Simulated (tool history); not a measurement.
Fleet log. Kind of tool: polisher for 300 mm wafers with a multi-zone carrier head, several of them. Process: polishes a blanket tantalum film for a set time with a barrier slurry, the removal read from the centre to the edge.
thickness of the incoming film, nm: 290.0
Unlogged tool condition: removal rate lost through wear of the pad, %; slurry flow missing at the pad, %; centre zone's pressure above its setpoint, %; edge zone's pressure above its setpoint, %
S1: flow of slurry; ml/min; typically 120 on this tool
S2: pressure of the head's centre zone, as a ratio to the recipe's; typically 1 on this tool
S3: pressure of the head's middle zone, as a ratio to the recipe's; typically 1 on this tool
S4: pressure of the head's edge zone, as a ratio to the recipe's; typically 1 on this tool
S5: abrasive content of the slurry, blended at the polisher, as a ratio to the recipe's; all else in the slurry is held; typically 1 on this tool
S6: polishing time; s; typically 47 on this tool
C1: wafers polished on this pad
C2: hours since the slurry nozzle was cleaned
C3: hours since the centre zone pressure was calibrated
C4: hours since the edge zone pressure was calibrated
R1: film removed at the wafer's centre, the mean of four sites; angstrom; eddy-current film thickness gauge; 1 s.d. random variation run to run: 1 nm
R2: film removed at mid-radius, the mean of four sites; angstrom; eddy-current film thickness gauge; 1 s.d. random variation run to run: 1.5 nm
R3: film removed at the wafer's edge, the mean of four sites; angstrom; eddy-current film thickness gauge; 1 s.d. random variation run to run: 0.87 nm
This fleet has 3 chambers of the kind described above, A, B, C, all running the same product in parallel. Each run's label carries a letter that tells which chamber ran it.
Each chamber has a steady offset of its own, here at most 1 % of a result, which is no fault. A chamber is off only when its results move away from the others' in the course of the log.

run	day	S1	S2	S3	S4	S5	S6	C1	C2	C3	C4	R1	R2	R3
1C	0.275	120	1	1	1	1	47	222	243.1	821	159.9	1014.9	1013.8	1003.9
2A	0.646	120	1	1	1	1	47	390	431	68.8	503.8	989.77	1018.2	1016.5
3B	1.262	120	1	1	1	1	47	573	113.1	53.3	491.1	1019.8	986.05	1001.5
4C	1.679	120	1	1	1	1	47	645	276.8	854.7	193.6	991.88	1003.2	1001.1
# day 2.096: chamber B: edge zone pressure recalibrated
5B	2.096	120	1	1	1	1	47	824	133.1	73.3	0.1	1016.7	1000.5	1011.9
6A	2.567	120	1	1	1	1	47	969	477.1	114.9	549.9	1002	970.12	999.62
7B	3.121	120	1	1	1	1	47	1133	157.7	97.9	24.7	1009	990.32	997.78
# day 3.267: chamber A: worn pad replaced by a new one
8C	3.421	120	1	1	1	1	47	1170	318.6	896.5	235.4	1016.5	972.52	995.04
9A	3.704	120	1	1	1.09	1	62	132	504.4	142.2	577.2	1321.9	1311.4	1379.8
# day 3.971: chamber B: worn pad replaced by a new one
# day 4.046: chamber C: worn pad replaced by a new one
10C	4.058	120	1	1	1.09	1	62	4	333.9	911.8	250.7	1333.2	1313.7	1397.4
11B	4.396	120	1	1	1.09	1	62	128	188.3	128.5	55.3	1341.8	1325.3	1377.9
12A	4.933	120	1	1	1	1	47	503	533.9	171.7	606.7	1009.7	1030.1	1015.3
13A	5.292	120	1	1	1	1	47	611	542.5	180.3	615.3	1002.2	989.69	1009.6
14C	5.904	120	1	1	1	1	47	561	378.2	956.1	295	983.35	956.91	989.58
# day 5.979: chamber A: slurry nozzle cleaned
15B	6.412	120	1	1	1	1	47	736	236.7	176.9	103.7	1001.6	1008.9	1004.2
# day 6.712: chamber A: worn pad replaced by a new one
# day 6.858: chamber C: centre zone pressure recalibrated
16C	6.858	120	1	1	1	1	47	848	401.1	0	317.9	979.29	982.65	1002.7
17B	7.183	120	1	1	1	1	47	968	255.2	195.4	122.2	997.58	989.17	986.69
# day 7.721: chamber B: worn pad replaced by a new one
18A	7.733	120	1	1	1	1	35	308	42.2	238.9	673.9	741.62	737.76	748.9
19B	8.017	120	1	1	1	1	35	89	275.2	215.4	142.2	752.97	733.61	755.93
20A	8.321	120	1	1	1	1	35	485	56.3	253	688	741.36	733.53	750.4
# day 8.629: chamber C: worn pad replaced by a new one
21C	8.692	120	1	1	1	1	47	19	445.1	44	361.9	962.76	992.18	976.54
22A	9.154	120	1	1	1	1	47	736	76.3	273	708	992.39	991.94	997.23
23C	9.429	120	1	1	1	1	47	242	462.8	61.7	379.6	947.62	937.69	980.02
24B	9.821	120	1	1	1	1	47	633	318.5	258.7	185.5	1028.5	987.09	1000.6
# day 10.079: chamber A: worn pad replaced by a new one
25C	10.288	120	1	1	1	1	47	500	483.4	82.3	400.2	954.02	945.97	973.65
26A	10.708	120	1	1	1	1	47	190	113.6	310.3	745.3	1017.4	992.01	992.38
27B	11.225	120	1	1	1	1	47	1056	352.2	292.4	219.2	1003.4	965.11	993.14
28B	11.512	120	1	1	1	1	47	1143	359.1	299.3	226.1	1005.1	980.77	1010.6
29A	11.854	120	1	1	1	1	47	536	141.1	337.8	772.8	1000.7	971.06	1011.1
# day 11.908: chamber A: centre zone pressure recalibrated
30C	12.375	120	1	1	1	1	47	1130	533.5	132.4	450.3	921.22	930.44	968.07
31A	12.858	120	1	1	1	1	47	838	165.2	22.8	796.9	987.62	1027.9	998.68

What goes on in this fleet: one chamber off, a drifting gauge, or nothing beyond the chambers' own small offsets? Name the chamber and the cause, if any.

One chamber, C, drifts off from the rest bit by bit.
Cause: slurry flow missing at the pad, % = 27.

Below are 4 candidate recipes for chamber C's next run, each the usual settings with a change, their results shown as question marks. Which of them brings C's results back in line with what the other chambers give on the usual settings?
To be in line, a result may differ from the other chambers' mean on the usual settings by at most: R1 36 angstrom; R2 51 angstrom; R3 30 angstrom
32C-1	13.312	115	0.98	0.99	1.01	1	45					?	?	?
32C-2	13.312	125	1.02	1.01	0.99	1	49					?	?	?
32C-3	13.312	130	1.04	1.02	0.98	1	52					?	?	?
32C-4	13.312	110	0.96	0.97	1.03	1	43					?	?	?

Usual-settings mean across the other chambers: R1 997.94 angstrom; R2 991.74 angstrom; R3 997.99 angstrom
run	R1	R2	R3
32C-1	843.1	860.86	894
32C-2	989.26	980.14	980.05
32C-3	1087.1	1061.9	1042.6
32C-4	773.82	795.44	854.98
The right change is 32C-2: it brings the chamber back within the allowed miss of the others.

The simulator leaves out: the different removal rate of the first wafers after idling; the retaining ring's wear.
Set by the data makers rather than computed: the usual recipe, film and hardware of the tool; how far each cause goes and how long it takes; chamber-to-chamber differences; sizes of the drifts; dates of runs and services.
